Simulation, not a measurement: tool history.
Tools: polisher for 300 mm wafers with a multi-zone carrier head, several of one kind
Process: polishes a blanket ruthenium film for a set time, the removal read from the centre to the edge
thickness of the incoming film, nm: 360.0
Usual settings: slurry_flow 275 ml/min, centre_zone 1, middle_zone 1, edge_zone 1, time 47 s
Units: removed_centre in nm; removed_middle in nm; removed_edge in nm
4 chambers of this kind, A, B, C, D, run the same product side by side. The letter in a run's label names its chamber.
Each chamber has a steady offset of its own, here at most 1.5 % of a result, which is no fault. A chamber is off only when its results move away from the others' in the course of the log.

run 1B hour=6.8 | slurry_flow=275 centre_zone=1 middle_zone=1 edge_zone=1 time=47 | removed_centre=78.347 removed_middle=78.144 removed_edge=76.973
run 2A hour=15.2 | slurry_flow=275 centre_zone=1 middle_zone=1 edge_zone=1 time=47 | removed_centre=78.336 removed_middle=76.942 removed_edge=77.031
run 3D hour=20.5 | slurry_flow=275 centre_zone=1 middle_zone=1 edge_zone=1 time=47 | removed_centre=75.138 removed_middle=79.113 removed_edge=77.455
run 4C hour=27.4 | slurry_flow=275 centre_zone=1 middle_zone=1 edge_zone=1 time=47 | removed_centre=76.88 removed_middle=76.492 removed_edge=78.77
-- hour=30.9 chamber D: worn pad replaced by a new one
run 5D hour=34.5 | slurry_flow=275 centre_zone=1 middle_zone=1 edge_zone=1 time=47 | removed_centre=77.501 removed_middle=79.003 removed_edge=77.843
run 6B hour=40.3 | slurry_flow=275 centre_zone=1 middle_zone=1 edge_zone=1 time=47 | removed_centre=75.985 removed_middle=78.578 removed_edge=78.323
-- hour=46.6 chamber C: worn pad replaced by a new one
run 7A hour=48.4 | slurry_flow=275 centre_zone=1 middle_zone=1 edge_zone=1 time=47 | removed_centre=76.893 removed_middle=78.011 removed_edge=78.535
-- hour=50.4 chamber D: slurry nozzle cleaned
run 8C hour=59.2 | slurry_flow=275 centre_zone=1 middle_zone=1 edge_zone=0.94 time=34 | removed_centre=56.958 removed_middle=55.946 removed_edge=55.541
run 9C hour=70 | slurry_flow=275 centre_zone=1 middle_zone=1 edge_zone=0.94 time=34 | removed_centre=55.973 removed_middle=56.993 removed_edge=54.859
-- hour=73.4 chamber A: worn pad replaced by a new one
run 10D hour=79.2 | slurry_flow=275 centre_zone=1 middle_zone=1 edge_zone=0.94 time=34 | removed_centre=55.814 removed_middle=56.214 removed_edge=53.87
run 11B hour=85.4 | slurry_flow=275 centre_zone=1 middle_zone=1 edge_zone=0.94 time=34 | removed_centre=56.177 removed_middle=56.204 removed_edge=54.602
run 12A hour=91.3 | slurry_flow=275 centre_zone=1 middle_zone=1 edge_zone=1 time=47 | removed_centre=77.637 removed_middle=77.236 removed_edge=76.438
run 13D hour=101.2 | slurry_flow=275 centre_zone=1 middle_zone=1 edge_zone=1 time=47 | removed_centre=76.89 removed_middle=77.505 removed_edge=77.235
-- hour=102.6 chamber D: centre zone pressure recalibrated
run 14C hour=109.8 | slurry_flow=275 centre_zone=1 middle_zone=0.91 edge_zone=1 time=47 | removed_centre=78.234 removed_middle=70.914 removed_edge=77.708
-- hour=111.9 chamber C: worn pad replaced by a new one
-- hour=113.9 chamber D: worn pad replaced by a new one
run 15B hour=117.2 | slurry_flow=275 centre_zone=1 middle_zone=0.91 edge_zone=1 time=47 | removed_centre=75.776 removed_middle=70.135 removed_edge=76.858
-- hour=122.7 chamber B: centre zone pressure recalibrated
run 16A hour=124.4 | slurry_flow=275 centre_zone=1 middle_zone=0.91 edge_zone=1 time=47 | removed_centre=77.225 removed_middle=71.129 removed_edge=78.468
run 17D hour=135.1 | slurry_flow=275 centre_zone=1 middle_zone=0.91 edge_zone=1 time=47 | removed_centre=77.137 removed_middle=72.388 removed_edge=79.312
-- hour=136.2 chamber C: slurry nozzle cleaned
run 18B hour=142.9 | slurry_flow=275 centre_zone=1 middle_zone=1 edge_zone=1 time=47 | removed_centre=75.686 removed_middle=75.209 removed_edge=74.506
run 19A hour=149.1 | slurry_flow=275 centre_zone=1 middle_zone=1 edge_zone=1 time=47 | removed_centre=76.634 removed_middle=77.96 removed_edge=76.984
run 20C hour=158.8 | slurry_flow=275 centre_zone=1 middle_zone=1 edge_zone=1 time=47 | removed_centre=78.574 removed_middle=77.225 removed_edge=77.82
run 21B hour=165.2 | slurry_flow=275 centre_zone=1 middle_zone=1 edge_zone=1 time=47 | removed_centre=73.047 removed_middle=73.702 removed_edge=72.455
-- hour=170.7 chamber C: worn pad replaced by a new one
run 22A hour=173.3 | slurry_flow=275 centre_zone=1 middle_zone=1 edge_zone=1 time=47 | removed_centre=76.712 removed_middle=78.606 removed_edge=77.879
run 23D hour=178.6 | slurry_flow=275 centre_zone=1 middle_zone=1 edge_zone=1 time=47 | removed_centre=76.863 removed_middle=77.308 removed_edge=79.165
-- hour=186.7 chamber D: worn pad replaced by a new one
run 24C hour=188.9 | slurry_flow=275 centre_zone=1 middle_zone=1 edge_zone=1 time=47 | removed_centre=79.382 removed_middle=78.126 removed_edge=79.417
run 25D hour=199.1 | slurry_flow=275 centre_zone=1 middle_zone=1 edge_zone=1 time=47 | removed_centre=77.503 removed_middle=80.105 removed_edge=76.765
run 26C hour=204.3 | slurry_flow=275 centre_zone=1 middle_zone=1 edge_zone=1 time=47 | removed_centre=79.664 removed_middle=78.498 removed_edge=77.811
run 27B hour=214.2 | slurry_flow=275 centre_zone=1 middle_zone=1 edge_zone=1 time=47 | removed_centre=70.644 removed_middle=71.233 removed_edge=71.486
run 28A hour=222.3 | slurry_flow=275 centre_zone=1 middle_zone=1 edge_zone=1 time=47 | removed_centre=77.494 removed_middle=78.201 removed_edge=76.136
-- hour=222.6 chamber A: worn pad replaced by a new one
run 29C hour=233.7 | slurry_flow=275 centre_zone=1.07 middle_zone=1 edge_zone=1 time=35 | removed_centre=63.698 removed_middle=57.506 removed_edge=58.867
run 30A hour=240.4 | slurry_flow=275 centre_zone=1.07 middle_zone=1 edge_zone=1 time=35 | removed_centre=62.2 removed_middle=56.718 removed_edge=58.189
run 31D hour=248 | slurry_flow=275 centre_zone=1.07 middle_zone=1 edge_zone=1 time=35 | removed_centre=61.497 removed_middle=59.26 removed_edge=59.215

All 4 chambers run these settings next. Forecast each chamber's results:
run 32A hour=256.6 | slurry_flow=275 centre_zone=1 middle_zone=1 edge_zone=1 time=47 | removed_centre=? removed_middle=? removed_edge=?
run 32B hour=256.6 | slurry_flow=275 centre_zone=1 middle_zone=1 edge_zone=1 time=47 | removed_centre=? removed_middle=? removed_edge=?
run 32C hour=256.6 | slurry_flow=275 centre_zone=1 middle_zone=1 edge_zone=1 time=47 | removed_centre=? removed_middle=? removed_edge=?
run 32D hour=256.6 | slurry_flow=275 centre_zone=1 middle_zone=1 edge_zone=1 time=47 | removed_centre=? removed_middle=? removed_edge=?

run=32A removed_centre=78.909 removed_middle=76.907 removed_edge=77.511
run=32B removed_centre=69.304 removed_middle=67.917 removed_edge=67.564
run=32C removed_centre=78.586 removed_middle=78.658 removed_edge=76.39
run=32D removed_centre=77.584 removed_middle=78.164 removed_edge=78.292
